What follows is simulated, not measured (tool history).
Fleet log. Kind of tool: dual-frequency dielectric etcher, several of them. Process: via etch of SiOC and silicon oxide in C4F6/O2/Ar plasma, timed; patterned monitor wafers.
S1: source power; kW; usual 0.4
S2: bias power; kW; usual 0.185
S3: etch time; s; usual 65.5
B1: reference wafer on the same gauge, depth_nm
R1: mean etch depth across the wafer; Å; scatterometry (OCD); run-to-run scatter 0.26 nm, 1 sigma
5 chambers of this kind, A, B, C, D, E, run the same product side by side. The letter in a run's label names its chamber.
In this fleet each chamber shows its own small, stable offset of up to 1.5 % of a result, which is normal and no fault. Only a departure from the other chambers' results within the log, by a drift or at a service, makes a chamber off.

Run 1C, hour 11.2: usual settings; B1 82.133. Result: R1 729.18 Å.
Run 2A, hour 22: usual settings; B1 82.08. Result: R1 751.63 Å.
Run 3B, hour 27.9: usual settings; B1 82.133. Result: R1 748.33 Å.
Run 4D, hour 37.3: usual settings; B1 82.072. Result: R1 749.66 Å.
Run 5E, hour 48: usual settings but S1 0.35 kW; B1 82.004. Result: R1 705.79 Å.
Run 6A, hour 53.1: usual settings but S1 0.35 kW; B1 82.161. Result: R1 711.26 Å.
Run 7B, hour 60.8: usual settings but S1 0.35 kW; B1 82.161. Result: R1 708.81 Å.
Run 8C, hour 72.2: usual settings but S1 0.35 kW; B1 82.024. Result: R1 697.87 Å.
Run 9E, hour 78.7: usual settings but S1 0.35 kW; B1 82.133. Result: R1 708.11 Å.
Run 10D, hour 89: usual settings; B1 82.079. Result: R1 749.32 Å.
Run 11A, hour 95.5: usual settings but S2 0.163 kW; B1 82.055. Result: R1 718.53 Å.
Run 12C, hour 102.6: usual settings but S2 0.163 kW; B1 82.112. Result: R1 704.18 Å.
Run 13E, hour 113.1: usual settings but S2 0.163 kW; B1 82.148. Result: R1 713.72 Å.
At hour 113.8: chamber A: wet clean of the chamber.
Run 14B, hour 120.5: usual settings but S2 0.163 kW; B1 82.118. Result: R1 721.36 Å.
Run 15D, hour 131.6: usual settings but S2 0.163 kW; B1 82.14. Result: R1 717.84 Å.
Run 16A, hour 138.9: usual settings; B1 82.079. Result: R1 717.24 Å.
Run 17B, hour 147.6: usual settings; B1 82.067. Result: R1 748.7 Å.
Run 18E, hour 157.8: usual settings; B1 82.128. Result: R1 745.74 Å.
Run 19D, hour 162.9: usual settings; B1 82.072. Result: R1 753.18 Å.
Run 20C, hour 168.4: usual settings; B1 82.122. Result: R1 731.2 Å.
Run 21D, hour 177: usual settings; B1 82.105. Result: R1 752.01 Å.
At hour 184.3: chamber C: wet clean of the chamber.
Run 22C, hour 188.1: usual settings; B1 82.171. Result: R1 733.37 Å.
Run 23E, hour 196.8: usual settings; B1 82.069. Result: R1 747.68 Å.
Run 24A, hour 203.1: usual settings; B1 82.059. Result: R1 713.74 Å.
Run 25B, hour 209.1: usual settings but S2 0.167 kW; B1 81.981. Result: R1 716.66 Å.
Run 26C, hour 218.9: usual settings but S2 0.167 kW; B1 82.095. Result: R1 710.75 Å.
Run 27A, hour 224.6: usual settings but S2 0.167 kW; B1 82.196. Result: R1 692.9 Å.
Run 28D, hour 236.2: usual settings but S2 0.167 kW; B1 82.063. Result: R1 726.31 Å.
Run 29B, hour 242.4: usual settings but S2 0.167 kW; B1 82.143. Result: R1 721.53 Å.
At hour 245.7: chamber D: wet clean of the chamber.
Run 30E, hour 252.9: usual settings; B1 82.128. Result: R1 746.86 Å.
Run 31A, hour 261.1: usual settings; B1 82.12. Result: R1 716.47 Å.
Run 32C, hour 270.2: usual settings; B1 82.145. Result: R1 734.39 Å.
Run 33D, hour 278.1: usual settings but S3 78 s; B1 82.089. Result: R1 897.15 Å.
Run 34B, hour 289.4: usual settings but S3 78 s; B1 82.065. Result: R1 890.07 Å.

Next, every chamber runs the same settings. What will each give?
Run 35A, hour 297.7: usual settings. Result: R1 ?.
Run 35B, hour 297.7: usual settings. Result: R1 ?.
Run 35C, hour 297.7: usual settings. Result: R1 ?.
Run 35D, hour 297.7: usual settings. Result: R1 ?.
Run 35E, hour 297.7: usual settings. Result: R1 ?.

run      R1
35A  715.61
35B  752.85
35C  730.56
35D  752.21
35E  742.61
